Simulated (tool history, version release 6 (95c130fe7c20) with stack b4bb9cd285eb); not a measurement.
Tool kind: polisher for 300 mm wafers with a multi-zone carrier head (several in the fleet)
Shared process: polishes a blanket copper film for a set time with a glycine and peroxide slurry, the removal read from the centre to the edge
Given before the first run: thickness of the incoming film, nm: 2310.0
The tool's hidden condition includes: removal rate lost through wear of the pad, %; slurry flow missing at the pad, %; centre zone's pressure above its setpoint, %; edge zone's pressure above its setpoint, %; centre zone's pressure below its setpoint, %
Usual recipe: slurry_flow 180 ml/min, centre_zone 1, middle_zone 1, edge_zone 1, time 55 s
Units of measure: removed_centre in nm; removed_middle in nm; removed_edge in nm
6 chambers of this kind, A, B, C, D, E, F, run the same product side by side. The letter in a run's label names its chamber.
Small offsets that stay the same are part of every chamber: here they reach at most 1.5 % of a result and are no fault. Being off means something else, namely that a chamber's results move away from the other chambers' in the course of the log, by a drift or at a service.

| run | day | slurry_flow | centre_zone | middle_zone | edge_zone | time | wafers polished on this pad | hours since the slurry nozzle was cleaned | hours since the centre zone pressure was calibrated | hours since the edge zone pressure was calibrated | removed_centre | removed_middle | removed_edge |
|---|---|---|---|---|---|---|---|---|---|---|---|---|---|
|  | 0.171 | chamber D: slurry nozzle cleaned |
| 1F | 0.258 | 180 | 1 | 1 | 1 | 55 | 378 | 20.5 | 413.3 | 40.8 | 371.35 | 368.48 | 364.42 |
| 2B | 0.471 | 180 | 1 | 1 | 1 | 55 | 1010 | 95 | 289.2 | 151.7 | 364.27 | 367.62 | 364.51 |
|  | 0.679 | chamber E: worn pad replaced by a new one |
| 3D | 0.712 | 180 | 1 | 1 | 1 | 55 | 675 | 13.1 | 333.3 | 264.1 | 364.06 | 369.6 | 370.09 |
| 4C | 1.158 | 180 | 1 | 1 | 1 | 55 | 549 | 89.7 | 1225 | 231.3 | 370.7 | 364.39 | 370.42 |
| 5A | 1.504 | 180 | 1 | 1 | 1 | 55 | 671 | 300.5 | 789.7 | 824.7 | 366.46 | 368.55 | 371.51 |
| 6E | 1.858 | 180 | 1 | 0.94 | 1 | 55 | 384 | 189.2 | 533.9 | 701.1 | 365.26 | 352.08 | 370.82 |
|  | 1.879 | chamber C: worn pad replaced by a new one |
| 7B | 2.158 | 180 | 1 | 0.94 | 1 | 55 | 1560 | 135.5 | 329.7 | 192.2 | 361.62 | 349.71 | 363.74 |
|  | 2.329 | chamber A: worn pad replaced by a new one |
|  | 2.446 | chamber A: centre zone pressure recalibrated |
| 8A | 2.55 | 180 | 1 | 0.94 | 1 | 55 | 73 | 325.6 | 2.5 | 849.8 | 371.82 | 352.98 | 368.44 |
|  | 2.771 | chamber D: worn pad replaced by a new one |
| 9D | 3.012 | 180 | 1 | 0.94 | 1 | 55 | 79 | 68.3 | 388.5 | 319.3 | 363.45 | 347.93 | 366.57 |
|  | 3.229 | chamber F: worn pad replaced by a new one |
|  | 3.329 | chamber E: worn pad replaced by a new one |
| 10C | 3.329 | 180 | 1 | 0.94 | 1 | 55 | 473 | 141.8 | 1277.1 | 283.4 | 367.83 | 342.63 | 362.44 |
| 11E | 3.717 | 180 | 1 | 0.94 | 1 | 55 | 126 | 233.8 | 578.5 | 745.7 | 368.18 | 346.84 | 369.8 |
| 12F | 4.042 | 180 | 1 | 1 | 1 | 55 | 265 | 111.3 | 504.1 | 131.6 | 368.42 | 365.02 | 368.04 |
| 13A | 4.288 | 180 | 1 | 1 | 1 | 55 | 639 | 367.3 | 44.2 | 891.5 | 369.44 | 374.37 | 367.58 |
|  | 4.329 | chamber D: centre zone pressure recalibrated |
| 14B | 4.508 | 180 | 1 | 1 | 1 | 55 | 2327 | 191.9 | 386.1 | 248.6 | 357.5 | 362.83 | 362.06 |
| 15F | 4.758 | 230 | 1 | 1 | 1 | 64 | 499 | 128.5 | 521.3 | 148.8 | 445.34 | 443.15 | 441.7 |
|  | 4.854 | chamber E: edge zone pressure recalibrated |
|  | 5.1 | chamber C: worn pad replaced by a new one |
| 16D | 5.1 | 230 | 1 | 1 | 1 | 64 | 760 | 118.4 | 18.5 | 369.4 | 442.86 | 438.2 | 438.55 |
| 17E | 5.529 | 230 | 1 | 1 | 1 | 64 | 717 | 277.3 | 622 | 16.2 | 439.46 | 438.56 | 445.24 |
|  | 5.733 | chamber C: centre zone pressure recalibrated |
|  | 5.892 | chamber A: worn pad replaced by a new one |
| 18C | 5.942 | 230 | 1 | 1 | 1 | 64 | 275 | 204.5 | 5.1 | 346.1 | 446.39 | 436.98 | 433.49 |
| 19F | 6.308 | 230 | 1 | 1 | 1 | 64 | 1004 | 165.7 | 558.5 | 186 | 446.37 | 440.83 | 440.05 |
|  | 6.346 | chamber E: worn pad replaced by a new one |
|  | 6.496 | chamber F: worn pad replaced by a new one |
| 20E | 6.646 | 230 | 1 | 1 | 1 | 64 | 99 | 304.1 | 648.8 | 43 | 446.38 | 436.77 | 439.37 |
|  | 6.662 | chamber D: edge zone pressure recalibrated |
| 21C | 7.079 | 180 | 1 | 1 | 1 | 55 | 646 | 231.8 | 32.4 | 373.4 | 372.29 | 359.16 | 367.49 |
|  | 7.238 | chamber F: centre zone pressure recalibrated |
| 22D | 7.45 | 180 | 1 | 1 | 1.09 | 49 | 1526 | 174.8 | 74.9 | 18.9 | 325.43 | 328.98 | 338.84 |
|  | 7.454 | chamber A: edge zone pressure recalibrated |
|  | 7.671 | chamber D: worn pad replaced by a new one |
|  | 7.875 | chamber C: worn pad replaced by a new one |
| 23A | 7.875 | 180 | 1 | 1 | 1.09 | 49 | 647 | 453.4 | 130.3 | 10.1 | 327.75 | 333.58 | 344.06 |
|  | 8.212 | chamber C: edge zone pressure recalibrated |
| 24B | 8.221 | 180 | 1 | 1 | 1.09 | 49 | 3537 | 281 | 475.2 | 337.7 | 315.68 | 315.84 | 331.51 |
| 25D | 8.621 | 180 | 1 | 1 | 1.09 | 49 | 310 | 202.9 | 103 | 47 | 326.18 | 326.73 | 341.85 |
|  | 8.846 | chamber F: slurry nozzle cleaned |
| 26E | 8.992 | 180 | 1 | 1 | 1.09 | 49 | 864 | 360.4 | 705.1 | 99.3 | 326.66 | 326.68 | 345.58 |
|  | 9.021 | chamber A: worn pad replaced by a new one |
| 27F | 9.262 | 180 | 1 | 1 | 1.09 | 49 | 903 | 10.1 | 48.6 | 256.9 | 330.96 | 327.86 | 346.34 |
| 28C | 9.538 | 180 | 1 | 1 | 1 | 38 | 542 | 290.8 | 91.4 | 31.9 | 256.21 | 251.31 | 253.8 |
|  | 9.667 | chamber E: worn pad replaced by a new one |
| 29B | 9.917 | 180 | 1 | 1 | 1 | 38 | 4090 | 321.7 | 515.9 | 378.4 | 241.87 | 245.61 | 244.44 |
|  | 10.233 | chamber B: edge zone pressure recalibrated |
| 30A | 10.333 | 180 | 1 | 1 | 1 | 38 | 428 | 512.4 | 189.3 | 69.1 | 253.08 | 256.17 | 251 |
|  | 10.35 | chamber C: worn pad replaced by a new one |
|  | 10.517 | chamber E: centre zone pressure recalibrated |
|  | 10.642 | chamber F: worn pad replaced by a new one |
| 31C | 10.796 | 180 | 1 | 1 | 1 | 38 | 145 | 321 | 121.6 | 62.1 | 254.09 | 252.66 | 249.5 |
| 32A | 11.262 | 180 | 1 | 1 | 1 | 38 | 731 | 534.7 | 211.6 | 91.4 | 253.39 | 252.63 | 255.35 |
| 33B | 11.496 | 180 | 1 | 1 | 1 | 38 | 4605 | 359.6 | 553.8 | 30.4 | 241.33 | 241.54 | 245.43 |
| 34D | 11.812 | 180 | 1 | 1 | 1 | 55 | 1351 | 279.5 | 179.6 | 123.6 | 362.75 | 364.41 | 367.44 |
| 35F | 12.233 | 180 | 1 | 1 | 1 | 55 | 520 | 81.4 | 119.9 | 328.2 | 371.99 | 366.92 | 370.32 |
|  | 12.625 | chamber A: worn pad replaced by a new one |
| 36E | 12.696 | 180 | 1 | 1 | 1 | 55 | 988 | 449.3 | 52.4 | 188.2 | 366.45 | 369.02 | 372.03 |
| 37F | 12.904 | 180 | 1 | 1 | 1 | 55 | 739 | 97.5 | 136 | 344.3 | 370.43 | 365.42 | 365.7 |
|  | 13.088 | chamber B: centre zone pressure recalibrated |
| 38A | 13.117 | 180 | 1 | 1 | 1 | 55 | 161 | 579.2 | 256.1 | 135.9 | 366.79 | 371.65 | 372.45 |
| 39B | 13.508 | 180 | 1 | 1 | 1 | 55 | 5261 | 407.9 | 10.2 | 78.7 | 344.54 | 352.91 | 348.66 |

Read the log: is a single chamber off, either drifting away or since a service, is the gauge that measures every chamber drifting, or is nothing wrong beyond small per-chamber offsets? Name any odd chamber and what most likely caused it.

Chamber B drifts away from the others.
Likeliest cause: removal rate lost through wear of the pad, % = 4.83.
Not necessarily distinguishable in this log from: slurry flow missing at the pad, %.

Here are 4 candidates for chamber B's next run, each the usual settings with a change, their results left as question marks. Which one brings its results back in line with what the others give on the usual settings?
In line means no further than this from the other chambers' mean on the usual settings: removed_centre 8.3 nm; removed_middle 9.8 nm; removed_edge 7.8 nm
| 40B-1 | 13.842 | 185 | 1.01 | 1 | 1 | 60 |  |  |  |  | ? | ? | ? |
| 40B-2 | 13.842 | 180 | 0.99 | 1 | 1 | 52 |  |  |  |  | ? | ? | ? |
| 40B-3 | 13.842 | 180 | 1.01 | 1 | 1 | 58 |  |  |  |  | ? | ? | ? |
| 40B-4 | 13.842 | 175 | 0.99 | 1 | 1 | 51 |  |  |  |  | ? | ? | ? |

On the usual settings, the other chambers give on average: removed_centre 366.89 nm; removed_middle 366.81 nm; removed_edge 367.5 nm
| run | removed_centre | removed_middle | removed_edge |
|---|---|---|---|
| 40B-1 | 384.71 | 381.16 | 380.05 |
| 40B-2 | 324.58 | 328.99 | 328.35 |
| 40B-3 | 370.12 | 366.9 | 366.24 |
| 40B-4 | 316.74 | 321.22 | 320.99 |
40B-3 puts the chamber back in line with the other chambers.
